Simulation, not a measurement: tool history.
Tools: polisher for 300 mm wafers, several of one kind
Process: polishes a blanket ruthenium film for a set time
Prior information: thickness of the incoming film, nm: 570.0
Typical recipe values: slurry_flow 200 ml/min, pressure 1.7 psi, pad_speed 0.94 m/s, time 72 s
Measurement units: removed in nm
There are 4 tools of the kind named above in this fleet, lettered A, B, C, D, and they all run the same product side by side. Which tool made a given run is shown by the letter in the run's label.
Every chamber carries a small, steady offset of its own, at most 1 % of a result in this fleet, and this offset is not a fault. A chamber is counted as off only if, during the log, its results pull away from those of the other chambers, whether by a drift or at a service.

Run 1C, hour 13.4: usual settings. Result: removed 61.528 nm.
Run 2D, hour 24.4: usual settings. Result: removed 61.686 nm.
At hour 37.6: chamber B: slurry nozzle cleaned.
Run 3A, hour 38.5: usual settings. Result: removed 60.137 nm.
At hour 46.7: chamber A: worn pad replaced by a new one.
At hour 52.9: chamber B: worn pad replaced by a new one.
Run 4B, hour 53.4: usual settings. Result: removed 60.3 nm.
Run 5B, hour 69.1: usual settings. Result: removed 60.82 nm.
Run 6A, hour 76.5: usual settings. Result: removed 61.375 nm.
Run 7D, hour 86.5: usual settings. Result: removed 61.048 nm.
At hour 94.1: chamber C: worn pad replaced by a new one.
Run 8C, hour 96.6: usual settings. Result: removed 60.745 nm.
Run 9D, hour 103.7: usual settings. Result: removed 60.203 nm.
At hour 107.5: chamber A: worn pad replaced by a new one.
At hour 108: chamber D: worn pad replaced by a new one.
Run 10C, hour 115.1: usual settings. Result: removed 59.191 nm.
At hour 122.6: chamber B: worn pad replaced by a new one.
Run 11A, hour 128.3: usual settings. Result: removed 60.493 nm.
Run 12B, hour 139.3: usual settings. Result: removed 60.025 nm.
Run 13C, hour 150.6: usual settings. Result: removed 60.155 nm.
Run 14B, hour 159.6: usual settings. Result: removed 59.455 nm.
At hour 170.1: chamber C: slurry nozzle cleaned.
At hour 172.8: chamber A: worn pad replaced by a new one.
Run 15A, hour 173.6: usual settings. Result: removed 61.332 nm.
Run 16D, hour 187.1: usual settings. Result: removed 60.801 nm.
At hour 193.7: chamber B: worn pad replaced by a new one.
Run 17B, hour 198.3: usual settings. Result: removed 59.029 nm.
At hour 200.3: chamber C: worn pad replaced by a new one.
Run 18C, hour 211.9: usual settings. Result: removed 62.08 nm.
Run 19D, hour 220.5: usual settings. Result: removed 59.905 nm.
At hour 228.7: chamber D: worn pad replaced by a new one.
Run 20A, hour 231.3: usual settings. Result: removed 60.488 nm.
Run 21D, hour 246.9: usual settings. Result: removed 60.958 nm.
At hour 250.5: chamber A: worn pad replaced by a new one.
Run 22A, hour 257.3: usual settings. Result: removed 60.287 nm.
At hour 258.4: chamber B: worn pad replaced by a new one.
At hour 264.1: chamber D: slurry nozzle cleaned.
Run 23C, hour 266.3: usual settings. Result: removed 61.003 nm.
At hour 270.2: chamber A: head pressure recalibrated.
Run 24B, hour 273.7: usual settings. Result: removed 57.483 nm.
At hour 283.7: chamber A: slurry nozzle cleaned.
Run 25D, hour 288.8: usual settings. Result: removed 60.207 nm.
Run 26B, hour 298.7: usual settings. Result: removed 55.154 nm.
Run 27C, hour 306.7: usual settings but pressure 1.9 psi, time 85 s. Result: removed 79.985 nm.
Run 28A, hour 314.9: usual settings but pressure 1.9 psi, time 85 s. Result: removed 80.261 nm.
At hour 324: chamber C: worn pad replaced by a new one.
Run 29C, hour 330.5: usual settings but pressure 1.9 psi, time 85 s. Result: removed 80.554 nm.

Has any chamber moved away from the others, gradually or after a service, or does the common gauge drift, or do the chambers differ only by their own small steady offsets? State the chamber and the most likely cause if one applies.

One chamber, B, drifts off from the rest bit by bit.
Likeliest cause: head's pressure below its setpoint, % = 10.6.

Chamber B could run next with any of the 4 candidate recipes listed below; each alters the usual settings, and their results appear as question marks. Which one brings its results back in line with what the other chambers deliver on the usual settings?
In line means no further than this from the other chambers' mean on the usual settings: removed 2 nm
Run 30B-1, hour 341.8: usual settings but time 81 s. Result: removed ?.
Run 30B-2, hour 341.8: usual settings but pressure 1.6 psi, pad_speed 0.9 m/s, time 70 s. Result: removed ?.
Run 30B-3, hour 341.8: usual settings but pad_speed 0.78 m/s. Result: removed ?.
Run 30B-4, hour 341.8: usual settings but pressure 1.8 psi, pad_speed 1 m/s, time 77 s. Result: removed ?.

Mean of the other chambers on the usual settings: removed 60.917 nm
  run  removed
30B-1   60.764
30B-2   47.359
30B-3   44.794
30B-4   65.021
30B-1 brings the chamber back in line.

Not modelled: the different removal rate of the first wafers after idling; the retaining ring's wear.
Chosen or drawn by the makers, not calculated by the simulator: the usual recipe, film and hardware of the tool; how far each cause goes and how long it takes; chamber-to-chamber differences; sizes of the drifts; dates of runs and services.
